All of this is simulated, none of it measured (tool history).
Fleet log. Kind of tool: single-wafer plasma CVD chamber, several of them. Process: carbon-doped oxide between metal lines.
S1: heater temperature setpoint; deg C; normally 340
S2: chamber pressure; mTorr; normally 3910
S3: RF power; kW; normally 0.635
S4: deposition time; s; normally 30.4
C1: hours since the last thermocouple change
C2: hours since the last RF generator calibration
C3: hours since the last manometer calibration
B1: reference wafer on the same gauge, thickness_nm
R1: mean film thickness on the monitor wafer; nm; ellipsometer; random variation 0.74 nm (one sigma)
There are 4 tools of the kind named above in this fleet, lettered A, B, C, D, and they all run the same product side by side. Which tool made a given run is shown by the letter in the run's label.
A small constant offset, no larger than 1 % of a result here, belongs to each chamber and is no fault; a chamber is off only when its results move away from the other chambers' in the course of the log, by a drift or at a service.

run 1C hour=3.5 | S1=340 S2=3910 S3=0.635 S4=30.4 | C1=848.8 C2=864.1 C3=2702.6 | B1=156.9 | R1=180.15
run 2A hour=9.4 | S1=340 S2=3910 S3=0.635 S4=30.4 | C1=1386.5 C2=131.4 C3=12.4 | B1=157.03 | R1=179.06
run 3B hour=15.1 | S1=340 S2=3910 S3=0.635 S4=30.4 | C1=178.6 C2=494.7 C3=1450.4 | B1=157.06 | R1=178.73
run 4D hour=18.2 | S1=340 S2=3910 S3=0.635 S4=30.4 | C1=993.2 C2=381.6 C3=425.3 | B1=157.16 | R1=178.63
run 5A hour=21 | S1=340 S2=3910 S3=0.635 S4=30.4 | C1=1398.1 C2=143 C3=24 | B1=156.9 | R1=179.77
run 6B hour=26.2 | S1=340 S2=3910 S3=0.635 S4=30.4 | C1=189.7 C2=505.8 C3=1461.5 | B1=157.06 | R1=180.39
run 7D hour=29.1 | S1=340 S2=3910 S3=0.635 S4=30.4 | C1=1004.1 C2=392.5 C3=436.2 | B1=157.04 | R1=177.53
run 8C hour=34.1 | S1=340 S2=3910 S3=0.635 S4=30.4 | C1=879.4 C2=894.7 C3=2733.2 | B1=157.05 | R1=178.87
run 9A hour=39.8 | S1=340 S2=3910 S3=0.635 S4=30.4 | C1=1416.9 C2=161.8 C3=42.8 | B1=156.83 | R1=180.2
run 10B hour=43.9 | S1=340 S2=3910 S3=0.635 S4=30.4 | C1=207.4 C2=523.5 C3=1479.2 | B1=156.88 | R1=180.21
run 11C hour=47.9 | S1=340 S2=3910 S3=0.635 S4=30.4 | C1=893.2 C2=908.5 C3=2747 | B1=156.97 | R1=178.54
run 12D hour=51 | S1=340 S2=3910 S3=0.635 S4=30.4 | C1=1026 C2=414.4 C3=458.1 | B1=157.06 | R1=178.21
run 13A hour=53.7 | S1=327 S2=3910 S3=0.56 S4=30.4 | C1=1430.8 C2=175.7 C3=56.7 | B1=157.01 | R1=173.17
run 14D hour=56.6 | S1=327 S2=3910 S3=0.56 S4=30.4 | C1=1031.6 C2=420 C3=463.7 | B1=156.88 | R1=172.96
run 15B hour=60 | S1=327 S2=3910 S3=0.56 S4=30.4 | C1=223.5 C2=539.6 C3=1495.3 | B1=157.09 | R1=172.75
run 16C hour=65.8 | S1=327 S2=3910 S3=0.56 S4=30.4 | C1=911.1 C2=926.4 C3=2764.9 | B1=156.92 | R1=172.2
run 17D hour=68.4 | S1=340 S2=3910 S3=0.635 S4=30.4 | C1=1043.4 C2=431.8 C3=475.5 | B1=156.98 | R1=178.06
run 18A hour=73.1 | S1=340 S2=3910 S3=0.635 S4=30.4 | C1=1450.2 C2=195.1 C3=76.1 | B1=156.96 | R1=179.53
run 19C hour=77.1 | S1=340 S2=3910 S3=0.635 S4=30.4 | C1=922.4 C2=937.7 C3=2776.2 | B1=156.94 | R1=176.47
run 20B hour=82.3 | S1=340 S2=3910 S3=0.635 S4=30.4 | C1=245.8 C2=561.9 C3=1517.6 | B1=157.14 | R1=178.22
run 21A hour=85.6 | S1=340 S2=3910 S3=0.635 S4=30.4 | C1=1462.7 C2=207.6 C3=88.6 | B1=157.01 | R1=180.4
run 22C hour=88.6 | S1=340 S2=3910 S3=0.635 S4=30.4 | C1=933.9 C2=949.2 C3=2787.7 | B1=157.08 | R1=178.65
run 23B hour=92 | S1=340 S2=3910 S3=0.635 S4=30.4 | C1=255.5 C2=571.6 C3=1527.3 | B1=157.01 | R1=178.92
run 24D hour=96.4 | S1=340 S2=3910 S3=0.635 S4=30.4 | C1=1071.4 C2=459.8 C3=503.5 | B1=156.94 | R1=177.61

One chamber off, gauge drift, or nothing amiss beyond the chambers' own small offsets? If it is a chamber, which one, and what is the likeliest cause?

The fleet is healthy, with each chamber sitting at its usual small offset and no drift in the gauge.
